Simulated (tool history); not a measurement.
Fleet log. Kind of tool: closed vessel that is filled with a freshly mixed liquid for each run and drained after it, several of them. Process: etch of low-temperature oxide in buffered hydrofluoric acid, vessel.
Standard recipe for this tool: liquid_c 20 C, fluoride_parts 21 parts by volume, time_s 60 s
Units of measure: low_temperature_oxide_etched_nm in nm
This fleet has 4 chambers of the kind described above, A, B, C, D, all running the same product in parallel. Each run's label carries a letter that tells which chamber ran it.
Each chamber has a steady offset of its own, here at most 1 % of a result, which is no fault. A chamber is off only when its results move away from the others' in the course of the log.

run,day,liquid_c,fluoride_parts,time_s,hours since the thermometer was replaced,hours since the hydrofluoric acid flow meter was replaced,"read-back film thickness of the low-temperature oxide reference wafer, read on the same gauge (nm)",low_temperature_oxide_etched_nm
1B,0.15,20,21,60,2359.2,506.9,140,105.77
2A,0.283,20,21,60,601.2,347.5,140,104.38
3D,0.442,20,21,60,1684.4,258.2,140,105.69
4C,0.546,20,21,60,1021.2,815.2,140,102.97
5B,0.688,20,21,60,2372.1,519.8,140.02,104.21
6D,0.775,20,21,60,1692.4,266.2,140,106.24
7A,0.933,20,21,60,616.8,363.1,140.01,105.3
8C,1.033,20,21,60,1032.9,826.9,140.03,103.21
9D,1.175,20,21,60,1702,275.8,139.98,107.2
10A,1.292,20,21,60,625.4,371.7,139.99,105.39
11B,1.442,20,21,60,2390.2,537.9,139.99,105.53
12C,1.542,20,21,40,1045.1,839.1,140.04,68.951
13A,1.646,20,21,40,633.9,380.2,140.02,69.14
14D,1.733,20,21,40,1715.4,289.2,140.01,72.157
15B,1.9,20,21,40,2401.2,548.9,140.02,69.436
16C,1.992,17,24,60,1055.9,849.9,140,79.591
17D,2.162,17,24,60,1725.7,299.5,140,84.295
18C,2.304,17,24,60,1063.4,857.4,140.01,79.854
19A,2.383,17,24,60,651.6,397.9,139.99,79.141
20B,2.483,20,21,60,2415.2,562.9,140,104.14
21D,2.625,20,21,60,1736.8,310.6,140,109.55
22B,2.783,20,21,60,2422.4,570.1,140,104.74
23C,2.929,20,21,60,1078.4,872.4,140.02,105.31
24A,3.062,20,21,60,667.9,414.2,140.04,105.24
25D,3.175,20,21,60,1750,323.8,139.97,110.14
26A,3.292,20,21,60,673.4,419.7,140.04,102.07
27B,3.4,20,21,60,2437.2,584.9,139.98,105.63
28C,3.496,20,21,60,1092,886,140,103.24
29C,3.662,20,21,60,1096,890,139.99,103.43
30D,3.754,20,21,60,1763.9,337.7,140.01,112.17
31A,3.838,20,26.5,70,686.5,432.8,140.01,102.98
32B,3.938,20,26.5,70,2450.1,597.8,139.98,101.61
33A,4.046,20,26.5,70,691.5,437.8,140.02,103.59
34B,4.129,20,26.5,70,2454.7,602.4,139.99,103.83
35C,4.292,20,21,60,1111.1,905.1,139.96,101.83
36D,4.412,20,21,60,1779.7,353.5,140.01,114.72
37D,4.504,20,21,60,1781.9,355.7,140,114.44
38B,4.667,20,21,60,2467.6,615.3,139.99,105.38

Read the log: is a single chamber off, either drifting away or since a service, is the gauge that measures every chamber drifting, or is nothing wrong beyond small per-chamber offsets? Name any odd chamber and what most likely caused it.

It is chamber D that slowly wanders off from its peers.
Cause: liquid hotter than its thermometer reads (K) = 1.67.
From this log alone, it may not be told apart from: hydrofluoric acid flow above the setpoint (%).

Chamber D could run next with any of the 4 candidate recipes listed below; each alters the usual settings, and their results appear as question marks. Which one brings its results back in line with what the other chambers deliver on the usual settings?
In line here means within this much of the mean the other chambers give on the usual settings: low_temperature_oxide_etched_nm 3 nm
39D-1,4.8,20,17,60,,,,?
39D-2,4.8,20,21,50,,,,?
39D-3,4.8,20,20.5,65,,,,?
39D-4,4.8,20,21.5,55,,,,?

Usual-settings mean across the other chambers: low_temperature_oxide_etched_nm 103.94 nm
run,low_temperature_oxide_etched_nm
39D-1,139.53
39D-2,95.63
39D-3,126.41
39D-4,103.49
The right change is 39D-4: it brings the chamber back within the allowed miss of the others.

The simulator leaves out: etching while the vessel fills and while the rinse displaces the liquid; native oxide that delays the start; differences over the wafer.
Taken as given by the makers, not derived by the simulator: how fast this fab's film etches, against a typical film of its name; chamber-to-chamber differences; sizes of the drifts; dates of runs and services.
